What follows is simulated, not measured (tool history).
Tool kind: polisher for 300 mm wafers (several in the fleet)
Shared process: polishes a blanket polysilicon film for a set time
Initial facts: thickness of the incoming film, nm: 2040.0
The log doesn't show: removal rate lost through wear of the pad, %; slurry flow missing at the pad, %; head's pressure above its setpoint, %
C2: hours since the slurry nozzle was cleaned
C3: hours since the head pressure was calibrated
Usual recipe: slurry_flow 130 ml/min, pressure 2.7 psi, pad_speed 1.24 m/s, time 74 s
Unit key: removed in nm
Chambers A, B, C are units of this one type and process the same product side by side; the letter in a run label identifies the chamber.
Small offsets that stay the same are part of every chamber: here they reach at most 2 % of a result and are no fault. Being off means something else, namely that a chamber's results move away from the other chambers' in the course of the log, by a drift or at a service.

{"run": "1A", "hour": 15.1, "slurry_flow": 130, "pressure": 2.7, "pad_speed": 1.24, "time": 74, "wafers polished on this pad": 1148, "C2": 851.2, "C3": 197.7, "removed": 701.38}
{"hour": 19.4, "done": "chamber A: slurry nozzle cleaned"}
{"run": "2C", "hour": 27.7, "slurry_flow": 130, "pressure": 2.7, "pad_speed": 1.24, "time": 74, "wafers polished on this pad": 266, "C2": 105.7, "C3": 1169.7, "removed": 703.24}
{"hour": 29.7, "done": "chamber A: worn pad replaced by a new one"}
{"run": "3B", "hour": 39.0, "slurry_flow": 130, "pressure": 2.7, "pad_speed": 1.24, "time": 74, "wafers polished on this pad": 291, "C2": 130.3, "C3": 420.3, "removed": 705.61}
{"run": "4B", "hour": 49.4, "slurry_flow": 130, "pressure": 2.7, "pad_speed": 1.24, "time": 74, "wafers polished on this pad": 369, "C2": 140.7, "C3": 430.7, "removed": 709.32}
{"hour": 53.0, "done": "chamber C: head pressure recalibrated"}
{"run": "5A", "hour": 56.6, "slurry_flow": 130, "pressure": 2.7, "pad_speed": 1.24, "time": 74, "wafers polished on this pad": 201, "C2": 37.3, "C3": 239.2, "removed": 707.65}
{"hour": 57.2, "done": "chamber B: head pressure recalibrated"}
{"hour": 63.6, "done": "chamber B: worn pad replaced by a new one"}
{"run": "6C", "hour": 63.7, "slurry_flow": 130, "pressure": 2.7, "pad_speed": 1.24, "time": 74, "wafers polished on this pad": 536, "C2": 141.7, "C3": 10.7, "removed": 709.07}
{"run": "7B", "hour": 72.0, "slurry_flow": 130, "pressure": 2.7, "pad_speed": 1.24, "time": 74, "wafers polished on this pad": 62, "C2": 163.3, "C3": 14.9, "removed": 682.44}
{"run": "8C", "hour": 84.5, "slurry_flow": 130, "pressure": 2.7, "pad_speed": 1.24, "time": 74, "wafers polished on this pad": 691, "C2": 162.5, "C3": 31.5, "removed": 702.42}
{"run": "9A", "hour": 98.0, "slurry_flow": 130, "pressure": 2.7, "pad_speed": 1.24, "time": 74, "wafers polished on this pad": 511, "C2": 78.7, "C3": 280.6, "removed": 711.47}
{"run": "10C", "hour": 106.3, "slurry_flow": 130, "pressure": 2.7, "pad_speed": 1.24, "time": 74, "wafers polished on this pad": 854, "C2": 184.3, "C3": 53.3, "removed": 703.8}
{"run": "11B", "hour": 113.3, "slurry_flow": 130, "pressure": 3.4, "pad_speed": 1.24, "time": 97, "wafers polished on this pad": 371, "C2": 204.6, "C3": 56.2, "removed": 1150.9}
{"run": "12A", "hour": 122.6, "slurry_flow": 130, "pressure": 3.4, "pad_speed": 1.24, "time": 97, "wafers polished on this pad": 694, "C2": 103.3, "C3": 305.2, "removed": 1145.5}
{"hour": 128.1, "done": "chamber B: worn pad replaced by a new one"}
{"run": "13B", "hour": 130.6, "slurry_flow": 130, "pressure": 3.4, "pad_speed": 1.24, "time": 97, "wafers polished on this pad": 18, "C2": 221.9, "C3": 73.5, "removed": 1131.9}
{"run": "14A", "hour": 138.1, "slurry_flow": 130, "pressure": 2.7, "pad_speed": 1.1, "time": 74, "wafers polished on this pad": 810, "C2": 118.8, "C3": 320.7, "removed": 625.85}
{"run": "15C", "hour": 149.9, "slurry_flow": 130, "pressure": 2.7, "pad_speed": 1.1, "time": 74, "wafers polished on this pad": 1180, "C2": 227.9, "C3": 96.9, "removed": 644.77}
{"run": "16C", "hour": 160.5, "slurry_flow": 130, "pressure": 2.7, "pad_speed": 1.1, "time": 74, "wafers polished on this pad": 1259, "C2": 238.5, "C3": 107.5, "removed": 642.04}
{"run": "17B", "hour": 174.5, "slurry_flow": 130, "pressure": 2.7, "pad_speed": 1.24, "time": 74, "wafers polished on this pad": 347, "C2": 265.8, "C3": 117.4, "removed": 692.15}
{"hour": 177.2, "done": "chamber B: slurry nozzle cleaned"}
{"run": "18A", "hour": 182.7, "slurry_flow": 155, "pressure": 3.3, "pad_speed": 1.24, "time": 74, "wafers polished on this pad": 1144, "C2": 163.4, "C3": 365.3, "removed": 913.36}
{"hour": 187.8, "done": "chamber C: worn pad replaced by a new one"}
{"run": "19B", "hour": 194.0, "slurry_flow": 155, "pressure": 3.3, "pad_speed": 1.24, "time": 74, "wafers polished on this pad": 492, "C2": 16.9, "C3": 136.9, "removed": 883.83}
{"hour": 203.2, "done": "chamber B: worn pad replaced by a new one"}
{"hour": 206.6, "done": "chamber A: worn pad replaced by a new one"}
{"run": "20A", "hour": 208.2, "slurry_flow": 155, "pressure": 3.3, "pad_speed": 1.24, "time": 74, "wafers polished on this pad": 11, "C2": 188.9, "C3": 390.8, "removed": 910.16}
{"run": "21C", "hour": 216.7, "slurry_flow": 130, "pressure": 2.7, "pad_speed": 1.24, "time": 74, "wafers polished on this pad": 216, "C2": 294.7, "C3": 163.7, "removed": 686.39}
{"run": "22B", "hour": 225.0, "slurry_flow": 130, "pressure": 2.7, "pad_speed": 1.24, "time": 74, "wafers polished on this pad": 163, "C2": 47.9, "C3": 167.9, "removed": 695.79}
{"run": "23A", "hour": 240.5, "slurry_flow": 130, "pressure": 2.7, "pad_speed": 1.24, "time": 74, "wafers polished on this pad": 253, "C2": 221.2, "C3": 423.1, "removed": 692.13}
{"run": "24C", "hour": 250.4, "slurry_flow": 130, "pressure": 2.7, "pad_speed": 1.24, "time": 74, "wafers polished on this pad": 468, "C2": 328.4, "C3": 197.4, "removed": 672.01}
{"run": "25A", "hour": 264.7, "slurry_flow": 130, "pressure": 2.7, "pad_speed": 1.24, "time": 74, "wafers polished on this pad": 434, "C2": 245.4, "C3": 447.3, "removed": 680.85}
{"run": "26B", "hour": 278.0, "slurry_flow": 130, "pressure": 2.7, "pad_speed": 1.24, "time": 74, "wafers polished on this pad": 559, "C2": 100.9, "C3": 220.9, "removed": 700.72}
{"hour": 284.1, "done": "chamber B: worn pad replaced by a new one"}
{"run": "27C", "hour": 290.8, "slurry_flow": 130, "pressure": 2.7, "pad_speed": 1.24, "time": 74, "wafers polished on this pad": 770, "C2": 368.8, "C3": 237.8, "removed": 660.15}
{"run": "28B", "hour": 299.6, "slurry_flow": 130, "pressure": 2.7, "pad_speed": 1.24, "time": 74, "wafers polished on this pad": 116, "C2": 122.5, "C3": 242.5, "removed": 702.67}
{"run": "29C", "hour": 308.1, "slurry_flow": 130, "pressure": 2.7, "pad_speed": 1.24, "time": 74, "wafers polished on this pad": 899, "C2": 386.1, "C3": 255.1, "removed": 664.44}
{"run": "30A", "hour": 320.0, "slurry_flow": 130, "pressure": 2.7, "pad_speed": 1.24, "time": 74, "wafers polished on this pad": 847, "C2": 300.7, "C3": 502.6, "removed": 715.11}
{"run": "31C", "hour": 332.7, "slurry_flow": 130, "pressure": 2.7, "pad_speed": 1.24, "time": 74, "wafers polished on this pad": 1083, "C2": 410.7, "C3": 279.7, "removed": 648.25}
{"run": "32A", "hour": 343.4, "slurry_flow": 130, "pressure": 2.7, "pad_speed": 1.24, "time": 74, "wafers polished on this pad": 1022, "C2": 324.1, "C3": 526.0, "removed": 705.29}
{"run": "33B", "hour": 358.8, "slurry_flow": 130, "pressure": 2.7, "pad_speed": 1.24, "time": 74, "wafers polished on this pad": 558, "C2": 181.7, "C3": 301.7, "removed": 707.96}
{"run": "34A", "hour": 365.7, "slurry_flow": 130, "pressure": 2.7, "pad_speed": 1.42, "time": 74, "wafers polished on this pad": 1189, "C2": 346.4, "C3": 548.3, "removed": 821.3}
{"hour": 367.7, "done": "chamber C: worn pad replaced by a new one"}
{"run": "35C", "hour": 372.5, "slurry_flow": 130, "pressure": 2.7, "pad_speed": 1.42, "time": 74, "wafers polished on this pad": 36, "C2": 450.5, "C3": 319.5, "removed": 716.26}

All 3 chambers run these settings next. Forecast each chamber's results:
{"run": "36A", "hour": 383.6, "slurry_flow": 130, "pressure": 2.7, "pad_speed": 1.24, "time": 55, "removed": "?"}
{"run": "36B", "hour": 383.6, "slurry_flow": 130, "pressure": 2.7, "pad_speed": 1.24, "time": 55, "removed": "?"}
{"run": "36C", "hour": 383.6, "slurry_flow": 130, "pressure": 2.7, "pad_speed": 1.24, "time": 55, "removed": "?"}

run=36A removed=518.30
run=36B removed=517.13
run=36C removed=467.63

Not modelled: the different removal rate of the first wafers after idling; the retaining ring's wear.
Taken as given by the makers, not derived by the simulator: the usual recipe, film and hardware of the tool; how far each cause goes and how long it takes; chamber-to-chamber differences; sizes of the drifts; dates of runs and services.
